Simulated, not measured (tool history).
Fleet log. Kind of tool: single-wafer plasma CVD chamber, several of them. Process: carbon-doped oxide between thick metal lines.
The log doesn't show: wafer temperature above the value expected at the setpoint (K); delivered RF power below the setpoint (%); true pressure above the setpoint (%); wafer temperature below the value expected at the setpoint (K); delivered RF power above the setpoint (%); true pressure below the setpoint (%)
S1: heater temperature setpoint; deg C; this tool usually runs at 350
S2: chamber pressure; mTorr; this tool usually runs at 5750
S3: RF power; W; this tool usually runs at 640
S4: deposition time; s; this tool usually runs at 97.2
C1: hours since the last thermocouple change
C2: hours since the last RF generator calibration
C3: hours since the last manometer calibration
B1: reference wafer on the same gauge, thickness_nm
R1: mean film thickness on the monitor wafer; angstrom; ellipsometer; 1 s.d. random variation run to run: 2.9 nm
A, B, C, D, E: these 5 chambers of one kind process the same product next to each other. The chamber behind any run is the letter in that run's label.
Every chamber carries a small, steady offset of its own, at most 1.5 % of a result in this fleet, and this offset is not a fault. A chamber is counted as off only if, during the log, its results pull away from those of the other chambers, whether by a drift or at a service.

run     day   S1    S2   S3     S4      C1      C2      C3      B1      R1
 1B   0.212  350  5750  640   97.2   754.1   115.4  2012.8  589.94  5734.9
      0.567  -- chamber E: RF generator calibrated
 2C   0.629  350  5750  640   97.2  1046.7   467.3  1311.9  590.66    5738
 3A   1.058  350  5750  640   97.2   673.2  1180.9   895.3  590.23  5772.4
 4D   1.404  350  5750  640   97.2   862.4   744.7  1028.2  590.15  5782.7
 5E   1.675  350  5750  640   97.2   557.1    26.6  1548.9  589.91  5829.7
 6D   1.917  350  5750  640   97.2   874.7     757  1040.5  589.37  5780.3
 7E   2.371  350  5750  640   97.2   573.8    43.3  1565.6   590.1  5764.4
      2.638  -- chamber E: capacitance manometer re-zeroed and calibrated
 8C   2.792  350  5750  640   97.2  1098.6   519.2  1363.8  589.56    5738
 9B   3.029  350  5750  640   97.2   821.7     183  2080.4  589.63    5773
10A   3.392  350  5750  640   97.2   729.2  1236.9   951.3  589.91  5789.8
11B   3.712  350  5750  640   97.2   838.1   199.4  2096.8  590.18  5852.4
12E   3.962  350  5750  640   97.2     612    81.5    31.9  589.31  5827.3
13D   4.246  350  5750  640   97.2   930.6   812.9  1096.4  590.76  5777.8
14A   4.692  350  5750  640   97.2   760.4  1268.1   982.5  590.29  5808.8
15C   4.904  350  5750  640   97.2  1149.3   569.9  1414.5  590.53  5700.7
16E   5.238  337  5750  640   97.2   642.6   112.1    62.5  589.79  6014.1
17B   5.475  337  5750  640   97.2   880.4   241.7  2139.1   590.2  6006.7
18D   5.792  337  5750  640   97.2   967.7     850  1133.5  589.58  5909.7
          6  -- chamber A: RF generator calibrated
19C   6.046  337  5750  640   97.2  1176.7   597.3  1441.9  590.47    5904
20A   6.412  337  5750  640   97.2   801.7      10  1023.8  589.77  6006.2
21C   6.654  350  5750  640   97.2  1191.3   611.9  1456.5  589.29    5759
22B   7.054  350  5750  640   97.2   918.3   279.6    2177  590.03  5813.4
23E   7.496  350  5750  640  115.5   696.8   166.3   116.7  590.06  6835.1
24A   7.875  350  5750  640  115.5   836.8    45.1  1058.9  589.91  6863.7
25D   8.175  350  5750  640  115.5  1024.9   907.2  1190.7  590.02    6747
26C   8.558  350  5750  640  115.5    1237   657.6  1502.2  589.68  6824.6
27A   8.804  350  5750  640  115.5   859.1    67.4  1081.2  589.81  6913.1
      8.871  -- chamber C: capacitance manometer re-zeroed and calibrated
28D   9.204  350  5750  640   97.2  1049.6   931.9  1215.4  589.83  5655.7
29B   9.404  350  5750  640   97.2   974.7     336  2233.4  589.98  5782.8
30E   9.846  350  5750  640   97.2   753.2   222.7   173.1  590.58  5807.4
31A  10.121  350  5750  640   97.2   890.7      99  1112.8  590.93  5786.8
32B  10.483  350  5750  640   97.2  1000.6   361.9  2259.3  590.22  5838.8
33E  10.817  350  5750  640   97.2   776.5     246   196.4  589.18  5833.2
34C  11.083  350  5750  640   97.2  1297.6   718.2    53.1  590.33  5813.9
35D    11.5  350  5750  640   97.2  1104.7     987  1270.5  590.28  5568.6

Is one chamber off against the others, does the gauge drift, or is nothing wrong? If a chamber is off, say which, and what the likeliest cause is.

Little by little, chamber D moves away from the other chambers.
Most likely cause: delivered RF power below the setpoint (%) = 6.83.

Chamber D could run next with any of the 4 candidate recipes listed below; each alters the usual settings, and their results appear as question marks. Which one brings its results back in line with what the other chambers deliver on the usual settings?
Maximum distance from the other chambers' mean on the usual settings for a result to count as in line: R1 100 angstrom
36D-1  11.821  350  5750  685   97.2                   ?
36D-2  11.821  351  5750  640   89.2                   ?
36D-3  11.821  350  5820  665  103.2                   ?
36D-4  11.821  350  4200  640   97.2                   ?

What the other chambers average on the usual settings: R1 5795.6 angstrom
  run      R1
36D-1    5815
36D-2  5111.2
36D-3  6070.9
36D-4  5324.4
The right change is 36D-1: it brings the chamber back within the allowed miss of the others.
